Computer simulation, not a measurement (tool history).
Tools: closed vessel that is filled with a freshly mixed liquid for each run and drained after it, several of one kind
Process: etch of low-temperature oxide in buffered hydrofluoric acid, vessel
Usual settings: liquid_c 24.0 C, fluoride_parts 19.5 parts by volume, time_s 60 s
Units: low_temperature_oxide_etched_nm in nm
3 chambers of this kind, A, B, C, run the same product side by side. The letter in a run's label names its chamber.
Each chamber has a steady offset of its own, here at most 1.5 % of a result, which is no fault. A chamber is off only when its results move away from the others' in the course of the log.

run   hour  liquid_c  fluoride_parts  time_s  read-back film thickness of the low-temperature oxide reference wafer, read on the same gauge (nm)  low_temperature_oxide_etched_nm
 1B    8.1      24.0            19.5      60                                                                                              110.00                           208.32
      12.6  -- chamber C: hydrofluoric acid flow meter replaced
 2C   13.7      24.0            19.5      60                                                                                              110.01                           210.92
 3A   20.3      24.0            19.5      60                                                                                              109.98                           205.11
 4B   27.6      24.0            19.5      60                                                                                              110.01                           207.03
 5C   34.9      24.0            19.5      60                                                                                              109.96                           210.23
 6A   43.6      24.0            19.5      60                                                                                              109.98                           204.96
 7C   53.2      24.0            19.5      60                                                                                              110.00                           211.70
 8A   64.0      24.0            19.5      60                                                                                              109.99                           205.81
 9B   70.7      24.0            19.5      60                                                                                              109.99                           205.34
10A   75.7      24.0            19.5      60                                                                                              110.00                           204.75
11C   82.7      24.0            19.5      60                                                                                              110.05                           207.48
12B   88.3      24.0            19.5      60                                                                                              110.00                           213.71
13C   98.9      20.5            22.0      60                                                                                              110.01                           157.94
14B  105.5      20.5            22.0      60                                                                                              110.04                           158.71
15A  115.3      20.5            22.0      60                                                                                              110.00                           152.83
16B  121.1      24.0            19.5      60                                                                                              109.99                           217.95
17A  128.3      24.0            19.5      60                                                                                              109.96                           206.01
18C  139.6      24.0            19.5      60                                                                                              110.00                           210.13
19B  145.1      24.0            19.5      60                                                                                              110.01                           223.00
20A  152.2      24.0            19.5      60                                                                                              110.00                           203.92
21C  159.2      24.0            19.5      60                                                                                              110.00                           212.34
22A  166.3      24.0            19.5      60                                                                                              109.98                           205.32
23B  174.9      24.0            19.5      60                                                                                              110.00                           228.11
24C  182.8      27.5            13.0      60                                                                                              109.98                           370.73
25C  188.5      27.5            13.0      60                                                                                              110.03                           380.17

What goes on in this fleet: one chamber off, a drifting gauge, or nothing beyond the chambers' own small offsets? Name the chamber and the cause, if any.

Chamber B drifts away from the others.
Cause: hydrofluoric acid flow above the setpoint (%) = 10.9.
The log may not tell that from: liquid hotter than its thermometer reads (K).

Here are 4 candidates for chamber B's next run, each the usual settings with a change, their results left as question marks. Which one brings its results back in line with what the others give on the usual settings?
In line means no further than this from the other chambers' mean on the usual settings: low_temperature_oxide_etched_nm 6.00 nm
26B-1  196.6      24.0            20.5      60                                                                                                                                    ?
26B-2  196.6      25.0            19.5      60                                                                                                                                    ?
26B-3  196.6      22.0            19.5      60                                                                                                                                    ?
26B-4  196.6      24.0            19.0      65                                                                                                                                    ?

The other chambers' mean on the usual settings: low_temperature_oxide_etched_nm 207.88 nm
  run  low_temperature_oxide_etched_nm
26B-1                           222.02
26B-2                           245.99
26B-3                           209.01
26B-4                           258.95
26B-3 brings the chamber back in line.
